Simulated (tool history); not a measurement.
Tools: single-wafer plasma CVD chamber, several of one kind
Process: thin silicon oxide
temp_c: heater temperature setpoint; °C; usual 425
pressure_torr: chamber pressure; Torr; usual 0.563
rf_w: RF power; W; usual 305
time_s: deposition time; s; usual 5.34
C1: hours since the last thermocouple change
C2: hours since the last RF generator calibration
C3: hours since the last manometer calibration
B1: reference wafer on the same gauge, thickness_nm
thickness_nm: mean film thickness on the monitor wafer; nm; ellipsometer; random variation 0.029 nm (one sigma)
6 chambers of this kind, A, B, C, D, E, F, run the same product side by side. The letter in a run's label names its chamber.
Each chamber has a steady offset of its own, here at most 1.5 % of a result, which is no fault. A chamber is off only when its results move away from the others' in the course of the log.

run 1C hour=9.1 | temp_c=425 pressure_torr=0.563 rf_w=305 time_s=5.34 | C1=1700.3 C2=2027.7 C3=1170.6 | B1=7.4887 | thickness_nm=6.7105
run 2F hour=17.7 | temp_c=425 pressure_torr=0.563 rf_w=305 time_s=5.34 | C1=1586.9 C2=468.1 C3=974.5 | B1=7.4909 | thickness_nm=6.7385
run 3A hour=23.7 | temp_c=425 pressure_torr=0.563 rf_w=305 time_s=5.34 | C1=2424.3 C2=36.7 C3=927.6 | B1=7.4911 | thickness_nm=6.7341
run 4E hour=28.5 | temp_c=425 pressure_torr=0.563 rf_w=305 time_s=5.34 | C1=1495.6 C2=1653.1 C3=1466.8 | B1=7.4925 | thickness_nm=6.6888
run 5B hour=32.6 | temp_c=425 pressure_torr=0.563 rf_w=305 time_s=5.34 | C1=1325.4 C2=694.9 C3=2630 | B1=7.5001 | thickness_nm=6.7582
run 6D hour=38.8 | temp_c=425 pressure_torr=0.563 rf_w=305 time_s=5.34 | C1=307.2 C2=1013.8 C3=2132.6 | B1=7.4915 | thickness_nm=6.7083
run 7E hour=46.3 | temp_c=425 pressure_torr=0.563 rf_w=305 time_s=5.34 | C1=1513.4 C2=1670.9 C3=1484.6 | B1=7.4853 | thickness_nm=6.6734
run 8B hour=54.4 | temp_c=425 pressure_torr=0.563 rf_w=305 time_s=5.34 | C1=1347.2 C2=716.7 C3=2651.8 | B1=7.4888 | thickness_nm=6.7793
-- hour=57.4 chamber B: RF generator calibrated
run 9F hour=61.6 | temp_c=425 pressure_torr=0.563 rf_w=305 time_s=5.34 | C1=1630.8 C2=512 C3=1018.4 | B1=7.4862 | thickness_nm=6.7791
run 10C hour=66.7 | temp_c=425 pressure_torr=0.563 rf_w=305 time_s=5.34 | C1=1757.9 C2=2085.3 C3=1228.2 | B1=7.4883 | thickness_nm=6.6789
-- hour=70.1 chamber C: RF generator calibrated
run 11A hour=72.3 | temp_c=425 pressure_torr=0.563 rf_w=305 time_s=5.34 | C1=2472.9 C2=85.3 C3=976.2 | B1=7.4891 | thickness_nm=6.706
run 12D hour=77.5 | temp_c=425 pressure_torr=0.563 rf_w=305 time_s=5.34 | C1=345.9 C2=1052.5 C3=2171.3 | B1=7.4957 | thickness_nm=6.6977
run 13E hour=84.3 | temp_c=425 pressure_torr=0.563 rf_w=305 time_s=5.34 | C1=1551.4 C2=1708.9 C3=1522.6 | B1=7.4875 | thickness_nm=6.6351
run 14B hour=92 | temp_c=425 pressure_torr=0.563 rf_w=305 time_s=5.34 | C1=1384.8 C2=34.7 C3=2689.4 | B1=7.4904 | thickness_nm=6.743
run 15C hour=99.4 | temp_c=425 pressure_torr=0.563 rf_w=305 time_s=5.34 | C1=1790.6 C2=29.3 C3=1260.9 | B1=7.4869 | thickness_nm=6.7251
-- hour=100.6 chamber B: capacitance manometer re-zeroed and calibrated
run 16A hour=104.3 | temp_c=425 pressure_torr=0.563 rf_w=305 time_s=5.34 | C1=2504.9 C2=117.3 C3=1008.2 | B1=7.4851 | thickness_nm=6.7112
run 17F hour=109.9 | temp_c=425 pressure_torr=0.563 rf_w=305 time_s=5.34 | C1=1679.1 C2=560.3 C3=1066.7 | B1=7.4814 | thickness_nm=6.7173
run 18D hour=116.6 | temp_c=425 pressure_torr=0.563 rf_w=305 time_s=5.34 | C1=385 C2=1091.6 C3=2210.4 | B1=7.4905 | thickness_nm=6.7402
run 19D hour=123.7 | temp_c=425 pressure_torr=0.563 rf_w=305 time_s=4.3 | C1=392.1 C2=1098.7 C3=2217.5 | B1=7.4866 | thickness_nm=5.3607
run 20A hour=128 | temp_c=425 pressure_torr=0.563 rf_w=305 time_s=4.3 | C1=2528.6 C2=141 C3=1031.9 | B1=7.4913 | thickness_nm=5.4185
run 21C hour=132.4 | temp_c=425 pressure_torr=0.563 rf_w=305 time_s=4.3 | C1=1823.6 C2=62.3 C3=1293.9 | B1=7.4935 | thickness_nm=5.4279
run 22F hour=136.7 | temp_c=425 pressure_torr=0.563 rf_w=305 time_s=4.3 | C1=1705.9 C2=587.1 C3=1093.5 | B1=7.5002 | thickness_nm=5.4304
run 23B hour=145.3 | temp_c=425 pressure_torr=0.563 rf_w=305 time_s=4.3 | C1=1438.1 C2=88 C3=44.7 | B1=7.4981 | thickness_nm=5.1062
run 24E hour=153.1 | temp_c=425 pressure_torr=0.563 rf_w=305 time_s=4.3 | C1=1620.2 C2=1777.7 C3=1591.4 | B1=7.49 | thickness_nm=5.3416
run 25D hour=157.4 | temp_c=425 pressure_torr=0.563 rf_w=305 time_s=5.34 | C1=425.8 C2=1132.4 C3=2251.2 | B1=7.4846 | thickness_nm=6.7026
run 26A hour=162.6 | temp_c=425 pressure_torr=0.563 rf_w=305 time_s=5.34 | C1=2563.2 C2=175.6 C3=1066.5 | B1=7.4986 | thickness_nm=6.7586
run 27C hour=168.9 | temp_c=425 pressure_torr=0.563 rf_w=305 time_s=5.34 | C1=1860.1 C2=98.8 C3=1330.4 | B1=7.4953 | thickness_nm=6.7144
run 28E hour=175.8 | temp_c=425 pressure_torr=0.676 rf_w=305 time_s=5.83 | C1=1642.9 C2=1800.4 C3=1614.1 | B1=7.4819 | thickness_nm=8.8027
run 29F hour=181.2 | temp_c=425 pressure_torr=0.676 rf_w=305 time_s=5.83 | C1=1750.4 C2=631.6 C3=1138 | B1=7.483 | thickness_nm=8.9838
run 30B hour=186.8 | temp_c=425 pressure_torr=0.676 rf_w=305 time_s=5.83 | C1=1479.6 C2=129.5 C3=86.2 | B1=7.497 | thickness_nm=8.5589
run 31D hour=192.5 | temp_c=425 pressure_torr=0.676 rf_w=305 time_s=5.83 | C1=460.9 C2=1167.5 C3=2286.3 | B1=7.5014 | thickness_nm=8.939
run 32C hour=200.7 | temp_c=425 pressure_torr=0.676 rf_w=305 time_s=5.83 | C1=1891.9 C2=130.6 C3=1362.2 | B1=7.4935 | thickness_nm=8.8709
run 33E hour=205 | temp_c=425 pressure_torr=0.676 rf_w=305 time_s=5.83 | C1=1672.1 C2=1829.6 C3=1643.3 | B1=7.4917 | thickness_nm=8.9105
-- hour=209 chamber F: thermocouple changed; heater temperature recalibrated
run 34A hour=211.5 | temp_c=425 pressure_torr=0.563 rf_w=305 time_s=5.34 | C1=2612.1 C2=224.5 C3=1115.4 | B1=7.4945 | thickness_nm=6.6911
run 35F hour=217.3 | temp_c=425 pressure_torr=0.563 rf_w=305 time_s=5.34 | C1=8.4 C2=667.7 C3=1174.1 | B1=7.4941 | thickness_nm=6.7111
run 36B hour=221.9 | temp_c=425 pressure_torr=0.563 rf_w=305 time_s=5.34 | C1=1514.7 C2=164.6 C3=121.3 | B1=7.4818 | thickness_nm=6.3784
run 37F hour=227.9 | temp_c=425 pressure_torr=0.563 rf_w=305 time_s=5.34 | C1=19 C2=678.3 C3=1184.7 | B1=7.4961 | thickness_nm=6.7462
run 38D hour=234.7 | temp_c=425 pressure_torr=0.563 rf_w=305 time_s=5.34 | C1=503.1 C2=1209.7 C3=2328.5 | B1=7.4861 | thickness_nm=6.703
run 39A hour=242 | temp_c=425 pressure_torr=0.563 rf_w=305 time_s=5.34 | C1=2642.6 C2=255 C3=1145.9 | B1=7.491 | thickness_nm=6.717

Next, every chamber runs the same settings. What will each give?
run 40A hour=248.5 | temp_c=425 pressure_torr=0.563 rf_w=305 time_s=5.34 | thickness_nm=?
run 40B hour=248.5 | temp_c=425 pressure_torr=0.563 rf_w=305 time_s=5.34 | thickness_nm=?
run 40C hour=248.5 | temp_c=425 pressure_torr=0.563 rf_w=305 time_s=5.34 | thickness_nm=?
run 40D hour=248.5 | temp_c=425 pressure_torr=0.563 rf_w=305 time_s=5.34 | thickness_nm=?
run 40E hour=248.5 | temp_c=425 pressure_torr=0.563 rf_w=305 time_s=5.34 | thickness_nm=?
run 40F hour=248.5 | temp_c=425 pressure_torr=0.563 rf_w=305 time_s=5.34 | thickness_nm=?

run=40A thickness_nm=6.6635
run=40B thickness_nm=6.4144
run=40C thickness_nm=6.679
run=40D thickness_nm=6.7481
run=40E thickness_nm=6.6531
run=40F thickness_nm=6.745
